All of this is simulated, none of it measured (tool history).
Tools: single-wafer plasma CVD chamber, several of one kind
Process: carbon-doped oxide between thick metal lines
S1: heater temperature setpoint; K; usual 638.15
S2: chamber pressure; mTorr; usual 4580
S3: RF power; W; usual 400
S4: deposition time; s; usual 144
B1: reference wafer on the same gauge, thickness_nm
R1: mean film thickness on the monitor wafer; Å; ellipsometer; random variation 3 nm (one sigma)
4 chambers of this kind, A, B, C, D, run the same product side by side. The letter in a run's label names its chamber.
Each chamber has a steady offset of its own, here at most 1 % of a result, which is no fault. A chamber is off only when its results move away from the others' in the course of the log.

| run | hour | S1 | S2 | S3 | S4 | B1 | R1 |
|---|---|---|---|---|---|---|---|
| 1A | 10.7 | 638.15 | 4580 | 400 | 144 | 598.35 | 5860.0 |
| 2C | 17.9 | 638.15 | 4580 | 400 | 144 | 598.32 | 5852.8 |
| 3B | 25.0 | 638.15 | 4580 | 400 | 144 | 598.89 | 5940.9 |
| 4D | 35.5 | 638.15 | 4580 | 400 | 144 | 598.32 | 5889.3 |
| 5D | 48.7 | 638.15 | 4580 | 400 | 144 | 597.40 | 5886.9 |
| 6C | 60.7 | 638.15 | 4580 | 400 | 144 | 597.76 | 5868.8 |
| 7A | 69.0 | 638.15 | 4580 | 400 | 144 | 597.93 | 5863.5 |
| 8B | 83.4 | 638.15 | 4580 | 400 | 144 | 597.46 | 5906.1 |
| 9B | 97.9 | 638.15 | 4580 | 400 | 144 | 597.83 | 5869.3 |
| 10A | 104.7 | 638.15 | 4580 | 375 | 144 | 597.39 | 5612.9 |
|  | 105.7 | chamber B: RF generator calibrated |
| 11C | 115.4 | 638.15 | 4580 | 375 | 144 | 597.94 | 5589.4 |
| 12D | 127.4 | 638.15 | 4580 | 375 | 144 | 597.86 | 5638.8 |
| 13A | 138.0 | 638.15 | 4580 | 375 | 144 | 597.52 | 5617.2 |
| 14D | 144.7 | 638.15 | 4580 | 400 | 144 | 598.36 | 5901.8 |
| 15B | 156.6 | 638.15 | 4580 | 400 | 144 | 597.32 | 5912.5 |
| 16C | 169.1 | 638.15 | 4580 | 400 | 144 | 597.90 | 5869.7 |
| 17D | 180.1 | 638.15 | 4580 | 400 | 144 | 597.21 | 5917.9 |
| 18B | 190.8 | 638.15 | 4580 | 400 | 144 | 598.20 | 5953.3 |
|  | 192.3 | chamber B: thermocouple changed; heater temperature recalibrated |
| 19A | 204.8 | 638.15 | 4580 | 400 | 144 | 598.31 | 5926.9 |
| 20C | 211.9 | 638.15 | 4580 | 400 | 144 | 598.03 | 5857.7 |
| 21A | 223.9 | 638.15 | 4580 | 400 | 144 | 598.66 | 5922.2 |
|  | 225.4 | chamber D: capacitance manometer re-zeroed and calibrated |
| 22B | 238.6 | 638.15 | 4580 | 400 | 144 | 597.85 | 5906.7 |
| 23C | 252.9 | 638.15 | 4580 | 400 | 144 | 598.11 | 5859.4 |
| 24D | 266.3 | 638.15 | 4580 | 400 | 144 | 598.33 | 5949.2 |
| 25C | 274.8 | 638.15 | 4580 | 400 | 144 | 597.51 | 5928.4 |
| 26A | 281.9 | 638.15 | 4580 | 400 | 144 | 598.02 | 5900.3 |
| 27D | 289.0 | 638.15 | 4580 | 400 | 144 | 597.85 | 5973.4 |
| 28B | 295.6 | 638.15 | 4580 | 400 | 144 | 597.28 | 5946.1 |
| 29A | 306.2 | 638.15 | 4580 | 400 | 144 | 597.81 | 5923.3 |
| 30D | 320.0 | 638.15 | 4580 | 400 | 144 | 598.29 | 5932.4 |

Next, every chamber runs the same settings. What will each give?
| 31A | 330.6 | 638.15 | 4580 | 400 | 144 |  | ? |
| 31B | 330.6 | 638.15 | 4580 | 400 | 144 |  | ? |
| 31C | 330.6 | 638.15 | 4580 | 400 | 144 |  | ? |
| 31D | 330.6 | 638.15 | 4580 | 400 | 144 |  | ? |

| run | R1 |
|---|---|
| 31A | 5869.5 |
| 31B | 5853.4 |
| 31C | 5848.0 |
| 31D | 5918.8 |
